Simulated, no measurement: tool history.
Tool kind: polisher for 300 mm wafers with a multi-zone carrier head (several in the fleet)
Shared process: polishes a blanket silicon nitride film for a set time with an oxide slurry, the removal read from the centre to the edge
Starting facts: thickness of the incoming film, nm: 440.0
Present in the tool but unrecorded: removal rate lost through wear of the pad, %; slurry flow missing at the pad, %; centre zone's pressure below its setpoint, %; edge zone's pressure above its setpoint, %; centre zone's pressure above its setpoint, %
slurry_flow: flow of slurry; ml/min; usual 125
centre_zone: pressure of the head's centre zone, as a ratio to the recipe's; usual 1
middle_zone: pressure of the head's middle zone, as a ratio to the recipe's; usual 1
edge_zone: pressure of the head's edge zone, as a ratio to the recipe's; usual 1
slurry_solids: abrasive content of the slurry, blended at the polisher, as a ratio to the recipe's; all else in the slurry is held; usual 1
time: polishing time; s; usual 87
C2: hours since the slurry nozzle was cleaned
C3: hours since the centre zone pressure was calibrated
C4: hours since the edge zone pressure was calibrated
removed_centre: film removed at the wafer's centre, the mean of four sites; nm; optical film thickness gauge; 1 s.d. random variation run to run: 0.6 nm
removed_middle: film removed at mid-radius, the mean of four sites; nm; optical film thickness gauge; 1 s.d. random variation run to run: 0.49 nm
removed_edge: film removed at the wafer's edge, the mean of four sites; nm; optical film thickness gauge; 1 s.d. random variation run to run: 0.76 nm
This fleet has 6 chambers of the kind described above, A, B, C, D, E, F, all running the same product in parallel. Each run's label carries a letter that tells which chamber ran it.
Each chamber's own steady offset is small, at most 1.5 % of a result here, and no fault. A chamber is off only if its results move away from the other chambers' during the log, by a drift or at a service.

Run 1C, hour 13.8: usual settings; wafers polished on this pad 421; C2 60.3; C3 231.1; C4 161.2. Result: removed_centre 51.603 nm, removed_middle 51.876 nm, removed_edge 51.456 nm.
Run 2E, hour 22.6: usual settings; wafers polished on this pad 442; C2 331.1; C3 214.1; C4 189.5. Result: removed_centre 51.533 nm, removed_middle 50.917 nm, removed_edge 52.146 nm.
At hour 32.7: chamber A: worn pad replaced by a new one.
Run 3A, hour 33.6: usual settings; wafers polished on this pad 8; C2 155; C3 341.3; C4 1031.6. Result: removed_centre 50.853 nm, removed_middle 51.32 nm, removed_edge 51.277 nm.
At hour 38.4: chamber B: worn pad replaced by a new one.
At hour 38.4: chamber E: worn pad replaced by a new one.
Run 4D, hour 47.2: usual settings; wafers polished on this pad 1340; C2 639.1; C3 402; C4 255.6. Result: removed_centre 50.46 nm, removed_middle 51.493 nm, removed_edge 52.05 nm.
Run 5F, hour 58.5: usual settings; wafers polished on this pad 803; C2 106.5; C3 194; C4 110.7. Result: removed_centre 51.083 nm, removed_middle 50.7 nm, removed_edge 51.535 nm.
At hour 60.4: chamber F: worn pad replaced by a new one.
At hour 68.9: chamber D: worn pad replaced by a new one.
Run 6B, hour 70.4: usual settings; wafers polished on this pad 281; C2 167.5; C3 192.7; C4 1231.7. Result: removed_centre 51.016 nm, removed_middle 50.287 nm, removed_edge 52.096 nm.
Run 7C, hour 82.7: usual settings; wafers polished on this pad 1026; C2 129.2; C3 300; C4 230.1. Result: removed_centre 51.224 nm, removed_middle 51.184 nm, removed_edge 51.147 nm.
Run 8E, hour 96.5: usual settings but edge_zone 1.04; wafers polished on this pad 510; C2 405; C3 288; C4 263.4. Result: removed_centre 52.443 nm, removed_middle 50.667 nm, removed_edge 53.116 nm.
At hour 97.7: chamber C: worn pad replaced by a new one.
Run 9B, hour 106.7: usual settings but edge_zone 1.04; wafers polished on this pad 600; C2 203.8; C3 229; C4 1268. Result: removed_centre 51.291 nm, removed_middle 51.095 nm, removed_edge 53.027 nm.
Run 10A, hour 116.1: usual settings but edge_zone 1.04; wafers polished on this pad 733; C2 237.5; C3 423.8; C4 1114.1. Result: removed_centre 51.276 nm, removed_middle 52.112 nm, removed_edge 54.075 nm.
At hour 122: chamber E: worn pad replaced by a new one.
Run 11F, hour 123: usual settings but edge_zone 1.04; wafers polished on this pad 550; C2 171; C3 258.5; C4 175.2. Result: removed_centre 50.078 nm, removed_middle 50.854 nm, removed_edge 52.031 nm.
Run 12D, hour 132.4: usual settings but edge_zone 1.04; wafers polished on this pad 558; C2 724.3; C3 487.2; C4 340.8. Result: removed_centre 50.323 nm, removed_middle 51.685 nm, removed_edge 51.895 nm.
Run 13D, hour 142.5: usual settings but edge_zone 1.04; wafers polished on this pad 647; C2 734.4; C3 497.3; C4 350.9. Result: removed_centre 50.146 nm, removed_middle 50.544 nm, removed_edge 53.374 nm.
At hour 144.7: chamber C: centre zone pressure recalibrated.
At hour 145.6: chamber B: worn pad replaced by a new one.
Run 14F, hour 151.8: usual settings; wafers polished on this pad 803; C2 199.8; C3 287.3; C4 204. Result: removed_centre 50.008 nm, removed_middle 49.954 nm, removed_edge 52.156 nm.
At hour 152: chamber E: slurry nozzle cleaned.
At hour 152.1: chamber A: worn pad replaced by a new one.
At hour 153: chamber F: worn pad replaced by a new one.
Run 15C, hour 160.1: usual settings; wafers polished on this pad 548; C2 206.6; C3 15.4; C4 307.5. Result: removed_centre 51.368 nm, removed_middle 51.876 nm, removed_edge 50.508 nm.
Run 16B, hour 171.3: usual settings; wafers polished on this pad 225; C2 268.4; C3 293.6; C4 1332.6. Result: removed_centre 50.946 nm, removed_middle 50.578 nm, removed_edge 50.882 nm.
At hour 172.2: chamber A: edge zone pressure recalibrated.
Run 17A, hour 178.2: usual settings; wafers polished on this pad 229; C2 299.6; C3 485.9; C4 6. Result: removed_centre 51.012 nm, removed_middle 50.828 nm, removed_edge 52.262 nm.
Run 18E, hour 185.5: usual settings; wafers polished on this pad 558; C2 33.6; C3 377; C4 352.4. Result: removed_centre 51.064 nm, removed_middle 51.45 nm, removed_edge 49.688 nm.
At hour 185.9: chamber A: slurry nozzle cleaned.
At hour 187.2: chamber E: worn pad replaced by a new one.
Run 19F, hour 194.7: usual settings; wafers polished on this pad 366; C2 242.7; C3 330.2; C4 246.9. Result: removed_centre 50.757 nm, removed_middle 51.198 nm, removed_edge 50.485 nm.
At hour 199.8: chamber C: worn pad replaced by a new one.
Run 20C, hour 201.9: usual settings; wafers polished on this pad 18; C2 248.4; C3 57.2; C4 349.3. Result: removed_centre 51.461 nm, removed_middle 51.291 nm, removed_edge 51.418 nm.
At hour 204.5: chamber D: slurry nozzle cleaned.
At hour 208.9: chamber D: worn pad replaced by a new one.
Run 21B, hour 211: usual settings; wafers polished on this pad 574; C2 308.1; C3 333.3; C4 1372.3. Result: removed_centre 49.133 nm, removed_middle 50.893 nm, removed_edge 49.736 nm.
Run 22A, hour 222.6: usual settings; wafers polished on this pad 619; C2 36.7; C3 530.3; C4 50.4. Result: removed_centre 52.259 nm, removed_middle 50.938 nm, removed_edge 52.102 nm.
Run 23E, hour 229.2: usual settings but slurry_solids 0.9; wafers polished on this pad 369; C2 77.3; C3 420.7; C4 396.1. Result: removed_centre 48.582 nm, removed_middle 49.005 nm, removed_edge 47.472 nm.
At hour 233.4: chamber B: worn pad replaced by a new one.
Run 24D, hour 242.6: usual settings but slurry_solids 0.9; wafers polished on this pad 296; C2 38.2; C3 597.4; C4 451. Result: removed_centre 49.608 nm, removed_middle 49.106 nm, removed_edge 48.846 nm.
Run 25E, hour 248.7: usual settings but slurry_solids 0.9; wafers polished on this pad 541; C2 96.8; C3 440.2; C4 415.6. Result: removed_centre 49.175 nm, removed_middle 48.513 nm, removed_edge 49.204 nm.
Run 26A, hour 260.6: usual settings but slurry_solids 0.9; wafers polished on this pad 953; C2 74.7; C3 568.3; C4 88.4. Result: removed_centre 48.714 nm, removed_middle 48.712 nm, removed_edge 49.853 nm.
At hour 262.8: chamber E: worn pad replaced by a new one.
Run 27F, hour 270.9: usual settings but slurry_solids 0.9; wafers polished on this pad 1036; C2 318.9; C3 406.4; C4 323.1. Result: removed_centre 49.556 nm, removed_middle 47.767 nm, removed_edge 47.546 nm.
At hour 271.6: chamber A: worn pad replaced by a new one.
At hour 272.3: chamber F: worn pad replaced by a new one.
Run 28B, hour 281: usual settings but slurry_solids 0.9; wafers polished on this pad 418; C2 378.1; C3 403.3; C4 1442.3. Result: removed_centre 45.565 nm, removed_middle 46.483 nm, removed_edge 47.02 nm.
Run 29C, hour 290.9: usual settings but slurry_flow 150 ml/min, edge_zone 0.92; wafers polished on this pad 800; C2 337.4; C3 146.2; C4 438.3. Result: removed_centre 52.304 nm, removed_middle 53.324 nm, removed_edge 51.46 nm.
Run 30D, hour 304.5: usual settings but slurry_flow 150 ml/min, edge_zone 0.92; wafers polished on this pad 840; C2 100.1; C3 659.3; C4 512.9. Result: removed_centre 52.107 nm, removed_middle 53.07 nm, removed_edge 50.805 nm.
At hour 306.2: chamber C: worn pad replaced by a new one.
Run 31C, hour 315.5: usual settings but slurry_flow 150 ml/min, edge_zone 0.92; wafers polished on this pad 82; C2 362; C3 170.8; C4 462.9. Result: removed_centre 53.907 nm, removed_middle 53.563 nm, removed_edge 51.383 nm.
Run 32E, hour 327.5: usual settings but slurry_flow 150 ml/min, edge_zone 0.92; wafers polished on this pad 569; C2 175.6; C3 519; C4 494.4. Result: removed_centre 53.952 nm, removed_middle 53.914 nm, removed_edge 50.474 nm.
Run 33F, hour 339.3: usual settings but slurry_flow 150 ml/min, edge_zone 0.92; wafers polished on this pad 588; C2 387.3; C3 474.8; C4 391.5. Result: removed_centre 54.346 nm, removed_middle 53.029 nm, removed_edge 49.551 nm.
At hour 340.4: chamber B: worn pad replaced by a new one.
Run 34A, hour 346.8: usual settings but slurry_flow 150 ml/min, edge_zone 0.92; wafers polished on this pad 660; C2 160.9; C3 654.5; C4 174.6. Result: removed_centre 52.348 nm, removed_middle 53.635 nm, removed_edge 51.16 nm.
At hour 349: chamber D: worn pad replaced by a new one.
Run 35D, hour 353.8: usual settings; wafers polished on this pad 42; C2 149.4; C3 708.6; C4 562.2. Result: removed_centre 50.669 nm, removed_middle 51.683 nm, removed_edge 51.429 nm.
Run 36B, hour 363.2: usual settings; wafers polished on this pad 200; C2 460.3; C3 485.5; C4 1524.5. Result: removed_centre 46.76 nm, removed_middle 48.472 nm, removed_edge 48.576 nm.
Run 37A, hour 375.2: usual settings; wafers polished on this pad 910; C2 189.3; C3 682.9; C4 203. Result: removed_centre 51.116 nm, removed_middle 51.592 nm, removed_edge 54.214 nm.
Run 38D, hour 383: usual settings; wafers polished on this pad 298; C2 178.6; C3 737.8; C4 591.4. Result: removed_centre 51.41 nm, removed_middle 50.467 nm, removed_edge 52.063 nm.

Has any chamber moved away from the others, gradually or after a service, or does the common gauge drift, or do the chambers differ only by their own small steady offsets? State the chamber and the most likely cause if one applies.

One chamber, B, drifts off from the rest bit by bit.
Cause: slurry flow missing at the pad, % = 28.1.

Chamber B could run next with any of the 4 candidate recipes listed below; each alters the usual settings, and their results appear as question marks. Which one brings its results back in line with what the other chambers deliver on the usual settings?
Counts as in line when no further than this from what the other chambers average on the usual settings: removed_centre 2.1 nm; removed_middle 1.7 nm; removed_edge 2.7 nm
Run 39B-1, hour 393.1: usual settings but slurry_flow 135 ml/min, centre_zone 1.05, middle_zone 1.01, edge_zone 0.98, slurry_solids 1.05, time 95 s. Result: removed_centre ?, removed_middle ?, removed_edge ?.
Run 39B-2, hour 393.1: usual settings but slurry_flow 120 ml/min, centre_zone 0.98, middle_zone 0.99, edge_zone 1.01, time 83 s. Result: removed_centre ?, removed_middle ?, removed_edge ?.
Run 39B-3, hour 393.1: usual settings but slurry_flow 130 ml/min, centre_zone 1.03, edge_zone 0.99, time 92 s. Result: removed_centre ?, removed_middle ?, removed_edge ?.
Run 39B-4, hour 393.1: usual settings but slurry_flow 115 ml/min, centre_zone 0.96, middle_zone 0.99, edge_zone 1.02, slurry_solids 0.95, time 80 s. Result: removed_centre ?, removed_middle ?, removed_edge ?.

The mean the other chambers reach with the usual settings: removed_centre 51.134 nm; removed_middle 51.109 nm; removed_edge 51.485 nm
  run  removed_centre  removed_middle  removed_edge
39B-1          56.018          54.489        54.046
39B-2          42.563          44.088        45.792
39B-3          51.276          50.563        51.067
39B-4          38.507          40.891        42.898
The right change is 39B-3: it brings the chamber back within the allowed miss of the others.
